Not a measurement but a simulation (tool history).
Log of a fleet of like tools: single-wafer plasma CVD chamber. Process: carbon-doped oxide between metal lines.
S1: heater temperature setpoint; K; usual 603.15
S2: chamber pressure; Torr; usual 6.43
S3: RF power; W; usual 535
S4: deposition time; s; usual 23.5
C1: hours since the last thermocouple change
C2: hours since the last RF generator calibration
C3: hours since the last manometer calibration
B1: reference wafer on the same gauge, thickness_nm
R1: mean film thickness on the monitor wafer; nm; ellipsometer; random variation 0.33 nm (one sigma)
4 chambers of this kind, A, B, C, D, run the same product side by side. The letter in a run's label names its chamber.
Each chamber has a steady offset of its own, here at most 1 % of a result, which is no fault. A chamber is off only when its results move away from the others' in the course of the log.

run	day	S1	S2	S3	S4	C1	C2	C3	B1	R1
1D	0.354	603.15	6.43	535	23.5	635.5	845.5	1789.4	112.98	137.06
2A	0.608	603.15	6.43	535	23.5	133.2	633.7	2146.0	113.05	138.64
3B	0.833	603.15	6.43	535	23.5	284.9	1759.5	1459.5	113.02	138.20
4C	1.125	603.15	6.43	535	23.5	1643.6	1368.5	1418.3	112.97	137.50
5D	1.312	603.15	6.43	535	23.5	658.5	868.5	1812.4	112.98	136.78
6C	1.671	603.15	6.43	535	23.5	1656.7	1381.6	1431.4	112.94	137.60
7B	2.012	603.15	6.43	535	23.5	313.2	1787.8	1487.8	113.07	138.96
8A	2.358	603.15	6.43	535	23.5	175.2	675.7	2188.0	112.97	138.17
9D	2.658	603.15	5.25	535	23.5	690.8	900.8	1844.7	113.06	134.21
10B	2.871	603.15	5.25	535	23.5	333.8	1808.4	1508.4	113.01	135.69
11A	3.204	603.15	5.25	535	23.5	195.5	696.0	2208.3	113.01	134.70
12C	3.571	603.15	5.25	535	23.5	1702.3	1427.2	1477.0	113.04	134.87
13A	3.862	603.15	6.43	535	23.5	211.3	711.8	2224.1	112.95	138.18
14C	4.129	603.15	6.43	535	23.5	1715.7	1440.6	1490.4	113.00	137.91
15D	4.492	603.15	6.43	535	23.5	734.8	944.8	1888.7	112.98	137.20
16B	4.796	603.15	6.43	535	23.5	380.0	1854.6	1554.6	113.00	138.16
17D	5.104	603.15	6.43	535	23.5	749.5	959.5	1903.4	112.98	136.53
18A	5.438	590.15	6.43	605	23.5	249.1	749.6	2261.9	113.01	156.37
19C	5.758	590.15	6.43	605	23.5	1754.8	1479.7	1529.5	113.02	156.23
20B	5.971	590.15	6.43	605	23.5	408.2	1882.8	1582.8	113.01	156.67
21B	6.300	590.15	6.43	605	23.5	416.1	1890.7	1590.7	112.99	155.37
22D	6.596	603.15	6.43	605	25.3	785.3	995.3	1939.2	113.02	158.26
23A	6.975	603.15	6.43	605	25.3	286.0	786.5	2298.8	113.01	160.41
24C	7.350	603.15	6.43	605	25.3	1793.0	1517.9	1567.7	113.06	160.25

What goes on in this fleet: one chamber off, a drifting gauge, or nothing beyond the chambers' own small offsets? Name the chamber and the cause, if any.

No chamber stands off beyond its own small offset, and the gauge holds steady.
